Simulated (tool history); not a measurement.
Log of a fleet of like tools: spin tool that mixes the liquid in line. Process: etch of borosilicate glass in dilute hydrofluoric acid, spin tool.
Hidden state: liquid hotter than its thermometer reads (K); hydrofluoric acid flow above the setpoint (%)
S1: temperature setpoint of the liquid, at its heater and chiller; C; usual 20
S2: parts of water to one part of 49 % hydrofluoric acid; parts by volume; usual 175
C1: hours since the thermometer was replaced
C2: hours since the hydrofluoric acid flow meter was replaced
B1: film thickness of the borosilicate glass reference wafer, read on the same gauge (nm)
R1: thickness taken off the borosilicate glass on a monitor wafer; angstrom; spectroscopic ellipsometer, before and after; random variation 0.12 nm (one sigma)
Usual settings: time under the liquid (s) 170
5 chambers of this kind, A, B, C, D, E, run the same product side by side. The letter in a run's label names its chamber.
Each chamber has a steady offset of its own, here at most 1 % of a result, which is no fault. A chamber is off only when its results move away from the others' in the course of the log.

Run 1D, hour 10.5: usual settings; C1 92.7; C2 93.3; B1 139.96. Result: R1 182.58 angstrom.
Run 2C, hour 23.2: usual settings; C1 1789.4; C2 434.9; B1 139.99. Result: R1 178.56 angstrom.
Run 3B, hour 35.7: usual settings; C1 152.2; C2 2300.4; B1 140.04. Result: R1 182.7 angstrom.
Run 4A, hour 41.3: usual settings; C1 70.3; C2 920.2; B1 139.97. Result: R1 179.69 angstrom.
Run 5E, hour 53.5: usual settings but S1 18 C, time under the liquid (s) 250; C1 201.6; C2 1086.1; B1 139.99. Result: R1 245.91 angstrom.
Run 6B, hour 59.4: usual settings but S1 18 C, time under the liquid (s) 250; C1 175.9; C2 2324.1; B1 139.99. Result: R1 247.7 angstrom.
Run 7A, hour 70.5: usual settings but S1 18 C, time under the liquid (s) 250; C1 99.5; C2 949.4; B1 139.97. Result: R1 243.93 angstrom.
Run 8E, hour 79.3: usual settings but S1 18 C, time under the liquid (s) 250; C1 227.4; C2 1111.9; B1 139.96. Result: R1 242.54 angstrom.
Run 9C, hour 85.4: usual settings but S1 18 C, time under the liquid (s) 250; C1 1851.6; C2 497.1; B1 140.01. Result: R1 246.1 angstrom.
Run 10D, hour 96.2: usual settings; C1 178.4; C2 179; B1 140.01. Result: R1 183.37 angstrom.
Run 11E, hour 105: usual settings; C1 253.1; C2 1137.6; B1 139.96. Result: R1 182.7 angstrom.
Run 12A, hour 115.5: usual settings; C1 144.5; C2 994.4; B1 140. Result: R1 178.76 angstrom.
Run 13D, hour 121.3: usual settings; C1 203.5; C2 204.1; B1 140. Result: R1 182.27 angstrom.
Run 14C, hour 126.9: usual settings; C1 1893.1; C2 538.6; B1 139.99. Result: R1 180.31 angstrom.
Run 15B, hour 138.3: usual settings; C1 254.8; C2 2403; B1 139.99. Result: R1 181.3 angstrom.
Run 16A, hour 146.6: usual settings; C1 175.6; C2 1025.5; B1 139.97. Result: R1 181.63 angstrom.
Run 17E, hour 157.8: usual settings; C1 305.9; C2 1190.4; B1 139.97. Result: R1 180.06 angstrom.
Run 18B, hour 168.6: usual settings; C1 285.1; C2 2433.3; B1 139.97. Result: R1 183.6 angstrom.
At hour 169.7: chamber B: hydrofluoric acid flow meter replaced.
Run 19C, hour 174.9: usual settings; C1 1941.1; C2 586.6; B1 140.03. Result: R1 180.96 angstrom.
Run 20D, hour 185.5: usual settings; C1 267.7; C2 268.3; B1 140. Result: R1 183.96 angstrom.
Run 21D, hour 194: usual settings; C1 276.2; C2 276.8; B1 140.01. Result: R1 182.09 angstrom.
Run 22C, hour 206.5: usual settings; C1 1972.7; C2 618.2; B1 140. Result: R1 178.58 angstrom.
Run 23E, hour 218.2: usual settings; C1 366.3; C2 1250.8; B1 140. Result: R1 183.39 angstrom.
Run 24A, hour 224.7: usual settings; C1 253.7; C2 1103.6; B1 139.96. Result: R1 179.31 angstrom.
Run 25B, hour 236.4: usual settings; C1 352.9; C2 66.7; B1 139.99. Result: R1 187.78 angstrom.
Run 26B, hour 243.4: usual settings; C1 359.9; C2 73.7; B1 140.03. Result: R1 185.6 angstrom.
Run 27C, hour 252.8: usual settings; C1 2019; C2 664.5; B1 139.99. Result: R1 181.9 angstrom.
Run 28D, hour 259.9: usual settings; C1 342.1; C2 342.7; B1 140.01. Result: R1 183.15 angstrom.
Run 29E, hour 267.9: usual settings; C1 416; C2 1300.5; B1 139.98. Result: R1 181.32 angstrom.
Run 30A, hour 275: usual settings; C1 304; C2 1153.9; B1 139.99. Result: R1 180.28 angstrom.
Run 31C, hour 283.7: usual settings but S2 230 parts by volume, time under the liquid (s) 125; C1 2049.9; C2 695.4; B1 140.01. Result: R1 94.982 angstrom.
Run 32D, hour 291.2: usual settings but S2 230 parts by volume, time under the liquid (s) 125; C1 373.4; C2 374; B1 139.95. Result: R1 95.953 angstrom.
Run 33E, hour 299.8: usual settings but S2 230 parts by volume, time under the liquid (s) 125; C1 447.9; C2 1332.4; B1 140.01. Result: R1 96.094 angstrom.
Run 34A, hour 308.2: usual settings but S2 230 parts by volume, time under the liquid (s) 125; C1 337.2; C2 1187.1; B1 139.97. Result: R1 95.223 angstrom.
Run 35B, hour 316: usual settings but S2 230 parts by volume, time under the liquid (s) 125; C1 432.5; C2 146.3; B1 140.04. Result: R1 98.577 angstrom.
Run 36B, hour 327.3: usual settings; C1 443.8; C2 157.6; B1 139.99. Result: R1 186.78 angstrom.
Run 37D, hour 333.7: usual settings but S1 18 C, time under the liquid (s) 220; C1 415.9; C2 416.5; B1 140.02. Result: R1 219.65 angstrom.

Is one chamber off against the others, does the gauge drift, or is nothing wrong? If a chamber is off, say which, and what the likeliest cause is.

Chamber B drifts away from the others.
Cause: liquid hotter than its thermometer reads (K) = 1.07.

Here are 4 candidates for chamber B's next run, each the usual settings with a change, their results left as question marks. Which one brings its results back in line with what the others give on the usual settings?
In line means no further than this from the other chambers' mean on the usual settings: R1 4.3 angstrom
Run 38B-1, hour 342.9: usual settings but S1 18 C. Result: R1 ?.
Run 38B-2, hour 342.9: usual settings but S1 22 C. Result: R1 ?.
Run 38B-3, hour 342.9: usual settings but S2 170 parts by volume. Result: R1 ?.
Run 38B-4, hour 342.9: usual settings but S2 180 parts by volume. Result: R1 ?.

The other chambers' mean on the usual settings: R1 180.86 angstrom
  run      R1
38B-1  173.11
38B-2  202.61
38B-3  193.86
38B-4  181.38
38B-4 brings the chamber back in line.

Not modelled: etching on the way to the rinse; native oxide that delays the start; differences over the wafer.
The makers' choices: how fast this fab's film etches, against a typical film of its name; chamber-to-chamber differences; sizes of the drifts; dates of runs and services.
